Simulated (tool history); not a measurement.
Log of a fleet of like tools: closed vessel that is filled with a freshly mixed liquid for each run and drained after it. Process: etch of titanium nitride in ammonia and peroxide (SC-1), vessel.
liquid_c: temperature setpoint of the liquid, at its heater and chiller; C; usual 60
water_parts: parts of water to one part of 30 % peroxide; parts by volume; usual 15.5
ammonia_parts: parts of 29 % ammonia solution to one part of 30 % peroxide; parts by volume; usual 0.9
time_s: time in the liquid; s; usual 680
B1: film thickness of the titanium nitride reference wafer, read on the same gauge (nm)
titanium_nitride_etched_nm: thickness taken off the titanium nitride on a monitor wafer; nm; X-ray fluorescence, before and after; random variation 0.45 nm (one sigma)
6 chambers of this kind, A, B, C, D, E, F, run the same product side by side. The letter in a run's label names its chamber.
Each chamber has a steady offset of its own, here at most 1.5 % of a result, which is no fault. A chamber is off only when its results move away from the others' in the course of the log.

run 1D day=0.221 | liquid_c=60 water_parts=15.5 ammonia_parts=0.9 time_s=680 | B1=120.01 | titanium_nitride_etched_nm=53.065
run 2F day=0.342 | liquid_c=60 water_parts=15.5 ammonia_parts=0.9 time_s=680 | B1=119.99 | titanium_nitride_etched_nm=52.779
run 3E day=0.571 | liquid_c=60 water_parts=15.5 ammonia_parts=0.9 time_s=680 | B1=120.00 | titanium_nitride_etched_nm=51.816
run 4C day=0.792 | liquid_c=60 water_parts=15.5 ammonia_parts=0.9 time_s=680 | B1=120.00 | titanium_nitride_etched_nm=52.078
run 5A day=0.967 | liquid_c=60 water_parts=15.5 ammonia_parts=0.9 time_s=680 | B1=119.98 | titanium_nitride_etched_nm=51.838
run 6B day=1.167 | liquid_c=60 water_parts=15.5 ammonia_parts=0.9 time_s=680 | B1=120.01 | titanium_nitride_etched_nm=52.401
run 7A day=1.321 | liquid_c=60 water_parts=15.5 ammonia_parts=0.9 time_s=680 | B1=119.98 | titanium_nitride_etched_nm=52.033
run 8E day=1.504 | liquid_c=60 water_parts=15.5 ammonia_parts=0.9 time_s=680 | B1=119.98 | titanium_nitride_etched_nm=51.677
run 9B day=1.612 | liquid_c=60 water_parts=15.5 ammonia_parts=0.9 time_s=680 | B1=120.01 | titanium_nitride_etched_nm=52.384
run 10C day=1.733 | liquid_c=60 water_parts=15.5 ammonia_parts=0.9 time_s=680 | B1=119.99 | titanium_nitride_etched_nm=52.701
run 11F day=1.892 | liquid_c=60 water_parts=15.5 ammonia_parts=0.9 time_s=680 | B1=119.98 | titanium_nitride_etched_nm=52.986
run 12D day=2.025 | liquid_c=60 water_parts=15.5 ammonia_parts=0.9 time_s=680 | B1=120.00 | titanium_nitride_etched_nm=52.867
run 13F day=2.150 | liquid_c=60 water_parts=15.5 ammonia_parts=0.9 time_s=680 | B1=119.99 | titanium_nitride_etched_nm=52.611
-- day=2.267 chamber F: thermometer replaced
run 14E day=2.342 | liquid_c=60 water_parts=15.5 ammonia_parts=0.9 time_s=680 | B1=119.97 | titanium_nitride_etched_nm=52.698
run 15A day=2.454 | liquid_c=60 water_parts=15.5 ammonia_parts=0.9 time_s=680 | B1=119.99 | titanium_nitride_etched_nm=52.007
run 16D day=2.683 | liquid_c=60 water_parts=11.5 ammonia_parts=0.9 time_s=680 | B1=119.98 | titanium_nitride_etched_nm=62.667
run 17C day=2.875 | liquid_c=60 water_parts=11.5 ammonia_parts=0.9 time_s=680 | B1=119.98 | titanium_nitride_etched_nm=61.257
run 18B day=3.000 | liquid_c=60 water_parts=11.5 ammonia_parts=0.9 time_s=680 | B1=120.01 | titanium_nitride_etched_nm=62.835
run 19B day=3.125 | liquid_c=60 water_parts=11.5 ammonia_parts=0.9 time_s=680 | B1=119.99 | titanium_nitride_etched_nm=63.582
run 20D day=3.246 | liquid_c=60 water_parts=11.5 ammonia_parts=0.9 time_s=680 | B1=120.01 | titanium_nitride_etched_nm=60.928
run 21E day=3.438 | liquid_c=60 water_parts=11.5 ammonia_parts=0.9 time_s=680 | B1=119.99 | titanium_nitride_etched_nm=61.542
-- day=3.608 chamber E: new drum of ammonia solution connected
run 22A day=3.638 | liquid_c=60 water_parts=15.5 ammonia_parts=0.9 time_s=680 | B1=119.99 | titanium_nitride_etched_nm=51.642
run 23F day=3.767 | liquid_c=60 water_parts=15.5 ammonia_parts=0.9 time_s=680 | B1=120.02 | titanium_nitride_etched_nm=52.753
run 24C day=3.971 | liquid_c=60 water_parts=15.5 ammonia_parts=0.9 time_s=680 | B1=119.99 | titanium_nitride_etched_nm=52.876
run 25E day=4.079 | liquid_c=60 water_parts=15.5 ammonia_parts=0.9 time_s=680 | B1=120.02 | titanium_nitride_etched_nm=53.157
run 26A day=4.192 | liquid_c=60 water_parts=15.5 ammonia_parts=0.9 time_s=680 | B1=120.00 | titanium_nitride_etched_nm=52.185
run 27C day=4.425 | liquid_c=60 water_parts=15.5 ammonia_parts=0.9 time_s=680 | B1=120.01 | titanium_nitride_etched_nm=52.278
-- day=4.579 chamber F: new drum of ammonia solution connected
run 28F day=4.604 | liquid_c=60 water_parts=15.5 ammonia_parts=0.9 time_s=680 | B1=119.99 | titanium_nitride_etched_nm=53.022
run 29D day=4.788 | liquid_c=60 water_parts=15.5 ammonia_parts=0.9 time_s=680 | B1=119.99 | titanium_nitride_etched_nm=52.436
run 30B day=4.942 | liquid_c=60 water_parts=15.5 ammonia_parts=0.9 time_s=680 | B1=119.98 | titanium_nitride_etched_nm=54.980
run 31D day=5.146 | liquid_c=60 water_parts=15.5 ammonia_parts=0.9 time_s=680 | B1=119.98 | titanium_nitride_etched_nm=52.427
-- day=5.158 chamber D: new drum of ammonia solution connected
run 32C day=5.350 | liquid_c=60 water_parts=19.5 ammonia_parts=0.9 time_s=935 | B1=120.01 | titanium_nitride_etched_nm=63.277
run 33E day=5.579 | liquid_c=60 water_parts=19.5 ammonia_parts=0.9 time_s=935 | B1=120.00 | titanium_nitride_etched_nm=64.255
run 34F day=5.775 | liquid_c=60 water_parts=19.5 ammonia_parts=0.9 time_s=935 | B1=119.99 | titanium_nitride_etched_nm=63.871
run 35B day=5.883 | liquid_c=60 water_parts=19.5 ammonia_parts=0.9 time_s=935 | B1=119.99 | titanium_nitride_etched_nm=68.215
run 36A day=6.088 | liquid_c=60 water_parts=19.5 ammonia_parts=0.9 time_s=935 | B1=119.99 | titanium_nitride_etched_nm=63.724
run 37B day=6.192 | liquid_c=60 water_parts=19.5 ammonia_parts=0.9 time_s=935 | B1=120.00 | titanium_nitride_etched_nm=68.845
-- day=6.242 chamber A: new drum of ammonia solution connected
run 38C day=6.325 | liquid_c=60 water_parts=15.5 ammonia_parts=0.9 time_s=680 | B1=120.01 | titanium_nitride_etched_nm=52.529
run 39A day=6.462 | liquid_c=60 water_parts=15.5 ammonia_parts=0.9 time_s=680 | B1=119.99 | titanium_nitride_etched_nm=51.854
run 40D day=6.638 | liquid_c=60 water_parts=15.5 ammonia_parts=0.9 time_s=680 | B1=119.98 | titanium_nitride_etched_nm=52.139
run 41F day=6.854 | liquid_c=60 water_parts=15.5 ammonia_parts=0.9 time_s=680 | B1=120.00 | titanium_nitride_etched_nm=52.705
run 42E day=6.962 | liquid_c=60 water_parts=15.5 ammonia_parts=0.9 time_s=680 | B1=120.02 | titanium_nitride_etched_nm=53.187
run 43C day=7.133 | liquid_c=60 water_parts=15.5 ammonia_parts=0.9 time_s=680 | B1=119.99 | titanium_nitride_etched_nm=52.015
run 44E day=7.325 | liquid_c=60 water_parts=15.5 ammonia_parts=0.9 time_s=680 | B1=119.99 | titanium_nitride_etched_nm=52.737

Is one chamber off against the others, does the gauge drift, or is nothing wrong? If a chamber is off, say which, and what the likeliest cause is.

Chamber B drifts away from the others.
Cause: liquid hotter than its thermometer reads (K) = 1.37.

Here are 4 candidates for chamber B's next run, each the usual settings with a change, their results left as question marks. Which one brings its results back in line with what the others give on the usual settings?
In line means no further than this from the other chambers' mean on the usual settings: titanium_nitride_etched_nm 1.600 nm
run 45B-1 day=7.488 | liquid_c=61.5 water_parts=15.5 ammonia_parts=0.9 time_s=680 | titanium_nitride_etched_nm=?
run 45B-2 day=7.488 | liquid_c=61.0 water_parts=15.0 ammonia_parts=0.9 time_s=725 | titanium_nitride_etched_nm=?
run 45B-3 day=7.488 | liquid_c=59.0 water_parts=16.0 ammonia_parts=0.9 time_s=635 | titanium_nitride_etched_nm=?
run 45B-4 day=7.488 | liquid_c=58.5 water_parts=15.5 ammonia_parts=0.9 time_s=680 | titanium_nitride_etched_nm=?

The other chambers' mean on the usual settings: titanium_nitride_etched_nm 52.528 nm
run=45B-1 titanium_nitride_etched_nm=63.602
run=45B-2 titanium_nitride_etched_nm=66.780
run=45B-3 titanium_nitride_etched_nm=49.607
run=45B-4 titanium_nitride_etched_nm=52.297
45B-4 brings the chamber back in line.
